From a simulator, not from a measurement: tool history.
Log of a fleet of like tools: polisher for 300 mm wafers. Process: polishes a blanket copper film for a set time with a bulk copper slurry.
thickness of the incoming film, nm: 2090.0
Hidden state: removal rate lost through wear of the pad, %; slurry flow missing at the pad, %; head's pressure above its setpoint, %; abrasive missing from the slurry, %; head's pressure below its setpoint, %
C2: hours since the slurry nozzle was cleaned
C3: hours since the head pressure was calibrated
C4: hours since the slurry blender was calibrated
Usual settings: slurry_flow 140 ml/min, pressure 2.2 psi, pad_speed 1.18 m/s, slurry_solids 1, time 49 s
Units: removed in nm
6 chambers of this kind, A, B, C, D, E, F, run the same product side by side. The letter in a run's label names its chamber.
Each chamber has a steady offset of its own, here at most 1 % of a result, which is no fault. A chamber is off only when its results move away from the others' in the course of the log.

At hour 1.0: chamber E: slurry blender recalibrated.
Run 1C, hour 10.5: usual settings; wafers polished on this pad 333; C2 525.7; C3 721.9; C4 26.9. Result: removed 367.84 nm.
Run 2B, hour 15.7: usual settings; wafers polished on this pad 1294; C2 272.3; C3 45.3; C4 88.8. Result: removed 368.93 nm.
At hour 16.1: chamber B: worn pad replaced by a new one.
At hour 20.0: chamber A: slurry blender recalibrated.
Run 3F, hour 27.1: usual settings; wafers polished on this pad 1473; C2 670.8; C3 163.8; C4 175.7. Result: removed 361.14 nm.
At hour 27.5: chamber F: slurry nozzle cleaned.
At hour 35.4: chamber F: worn pad replaced by a new one.
Run 4A, hour 36.3: usual settings; wafers polished on this pad 818; C2 79.3; C3 240.0; C4 16.3. Result: removed 375.31 nm.
At hour 41.1: chamber A: worn pad replaced by a new one.
Run 5E, hour 47.2: usual settings; wafers polished on this pad 667; C2 82.4; C3 742.6; C4 46.3. Result: removed 363.33 nm.
Run 6D, hour 53.5: usual settings but time 41 s; wafers polished on this pad 379; C2 188.1; C3 614.5; C4 436.3. Result: removed 308.62 nm.
Run 7F, hour 60.3: usual settings but time 41 s; wafers polished on this pad 166; C2 32.8; C3 197.0; C4 208.9. Result: removed 307.34 nm.
At hour 60.8: chamber E: worn pad replaced by a new one.
Run 8C, hour 71.7: usual settings but time 41 s; wafers polished on this pad 740; C2 586.9; C3 783.1; C4 88.1. Result: removed 301.15 nm.
Run 9A, hour 76.9: usual settings but time 41 s; wafers polished on this pad 238; C2 119.9; C3 280.6; C4 56.9. Result: removed 304.23 nm.
Run 10E, hour 84.0: usual settings but time 41 s; wafers polished on this pad 154; C2 119.2; C3 779.4; C4 83.1. Result: removed 300.98 nm.
Run 11D, hour 89.5: usual settings but time 41 s; wafers polished on this pad 618; C2 224.1; C3 650.5; C4 472.3. Result: removed 309.88 nm.
At hour 90.4: chamber A: head pressure recalibrated.
At hour 100.7: chamber D: slurry nozzle cleaned.
Run 12B, hour 100.8: usual settings; wafers polished on this pad 563; C2 357.4; C3 130.4; C4 173.9. Result: removed 371.11 nm.
Run 13C, hour 107.2: usual settings; wafers polished on this pad 976; C2 622.4; C3 818.6; C4 123.6. Result: removed 367.96 nm.
Run 14E, hour 113.0: usual settings; wafers polished on this pad 347; C2 148.2; C3 808.4; C4 112.1. Result: removed 359.89 nm.
At hour 113.5: chamber E: head pressure recalibrated.
Run 15D, hour 123.4: usual settings; wafers polished on this pad 844; C2 22.8; C3 684.4; C4 506.2. Result: removed 366.64 nm.
Run 16B, hour 129.1: usual settings; wafers polished on this pad 752; C2 385.7; C3 158.7; C4 202.2. Result: removed 362.97 nm.
Run 17A, hour 139.0: usual settings; wafers polished on this pad 651; C2 182.0; C3 48.7; C4 119.0. Result: removed 365.45 nm.
At hour 142.8: chamber D: slurry blender recalibrated.
Run 18F, hour 146.6: usual settings but pad_speed 0.98 m/s; wafers polished on this pad 740; C2 119.1; C3 283.3; C4 295.2. Result: removed 302.16 nm.
At hour 149.3: chamber B: slurry nozzle cleaned.
Run 19E, hour 157.5: usual settings but pad_speed 0.98 m/s; wafers polished on this pad 643; C2 192.7; C3 44.0; C4 156.6. Result: removed 306.11 nm.
At hour 161.4: chamber F: slurry blender recalibrated.
At hour 162.9: chamber A: worn pad replaced by a new one.
At hour 168.0: chamber E: slurry blender recalibrated.
Run 20B, hour 168.9: usual settings but pad_speed 0.98 m/s; wafers polished on this pad 1017; C2 19.7; C3 198.5; C4 242.0. Result: removed 307.31 nm.
Run 21C, hour 175.3: usual settings but pad_speed 0.98 m/s; wafers polished on this pad 1429; C2 690.5; C3 886.7; C4 191.7. Result: removed 301.35 nm.
Run 22F, hour 180.9: usual settings but pad_speed 0.98 m/s; wafers polished on this pad 968; C2 153.4; C3 317.6; C4 19.6. Result: removed 301.30 nm.
At hour 183.2: chamber B: slurry blender recalibrated.
Run 23D, hour 187.3: usual settings but pad_speed 0.98 m/s; wafers polished on this pad 1269; C2 86.7; C3 748.3; C4 44.6. Result: removed 310.04 nm.
At hour 189.2: chamber E: worn pad replaced by a new one.
Run 24A, hour 198.6: usual settings; wafers polished on this pad 238; C2 241.6; C3 108.3; C4 178.6. Result: removed 368.82 nm.
At hour 200.3: chamber F: head pressure recalibrated.
Run 25D, hour 205.8: usual settings; wafers polished on this pad 1392; C2 105.2; C3 766.8; C4 63.1. Result: removed 361.24 nm.
At hour 216.4: chamber B: worn pad replaced by a new one.
Run 26F, hour 217.1: usual settings; wafers polished on this pad 1209; C2 189.6; C3 16.9; C4 55.8. Result: removed 362.67 nm.
At hour 218.8: chamber D: worn pad replaced by a new one.
At hour 227.3: chamber A: slurry blender recalibrated.
Run 27A, hour 227.5: usual settings; wafers polished on this pad 430; C2 270.5; C3 137.2; C4 0.3. Result: removed 369.57 nm.
At hour 230.1: chamber F: worn pad replaced by a new one.
Run 28E, hour 236.2: usual settings; wafers polished on this pad 313; C2 271.4; C3 122.7; C4 68.2. Result: removed 367.43 nm.
Run 29C, hour 242.1: usual settings; wafers polished on this pad 1874; C2 757.3; C3 953.5; C4 258.5. Result: removed 352.69 nm.
At hour 243.9: chamber D: head pressure recalibrated.
Run 30B, hour 252.5: usual settings; wafers polished on this pad 240; C2 103.3; C3 282.1; C4 69.3. Result: removed 372.14 nm.
At hour 254.8: chamber C: slurry nozzle cleaned.
Run 31E, hour 259.1: usual settings; wafers polished on this pad 465; C2 294.3; C3 145.6; C4 91.1. Result: removed 366.31 nm.
Run 32F, hour 269.9: usual settings; wafers polished on this pad 265; C2 242.4; C3 69.7; C4 108.6. Result: removed 363.37 nm.
Run 33D, hour 276.2: usual settings but slurry_flow 180 ml/min, pressure 1.5 psi; wafers polished on this pad 382; C2 175.6; C3 32.4; C4 133.5. Result: removed 261.00 nm.
At hour 280.6: chamber A: worn pad replaced by a new one.
Run 34B, hour 286.8: usual settings but slurry_flow 180 ml/min, pressure 1.5 psi; wafers polished on this pad 468; C2 137.6; C3 316.4; C4 103.6. Result: removed 262.06 nm.
At hour 292.4: chamber C: slurry blender recalibrated.
Run 35C, hour 296.7: usual settings but slurry_flow 180 ml/min, pressure 1.5 psi; wafers polished on this pad 2237; C2 42.0; C3 1008.1; C4 4.4. Result: removed 245.48 nm.
Run 36A, hour 302.3: usual settings but slurry_flow 180 ml/min, pressure 1.5 psi; wafers polished on this pad 144; C2 345.3; C3 212.0; C4 75.1. Result: removed 263.02 nm.
At hour 305.3: chamber E: worn pad replaced by a new one.
Run 37E, hour 311.7: usual settings but slurry_flow 180 ml/min, pressure 1.5 psi; wafers polished on this pad 42; C2 346.9; C3 198.2; C4 143.7. Result: removed 262.95 nm.
Run 38A, hour 317.0: usual settings but slurry_flow 180 ml/min, pressure 1.5 psi; wafers polished on this pad 242; C2 360.0; C3 226.7; C4 89.8. Result: removed 260.15 nm.

Next, every chamber runs the same settings. What will each give?
Run 39A, hour 325.2: usual settings. Result: removed ?.
Run 39B, hour 325.2: usual settings. Result: removed ?.
Run 39C, hour 325.2: usual settings. Result: removed ?.
Run 39D, hour 325.2: usual settings. Result: removed ?.
Run 39E, hour 325.2: usual settings. Result: removed ?.
Run 39F, hour 325.2: usual settings. Result: removed ?.

run  removed
39A   366.66
39B   361.04
39C   340.24
39D   367.58
39E   366.57
39F   367.90

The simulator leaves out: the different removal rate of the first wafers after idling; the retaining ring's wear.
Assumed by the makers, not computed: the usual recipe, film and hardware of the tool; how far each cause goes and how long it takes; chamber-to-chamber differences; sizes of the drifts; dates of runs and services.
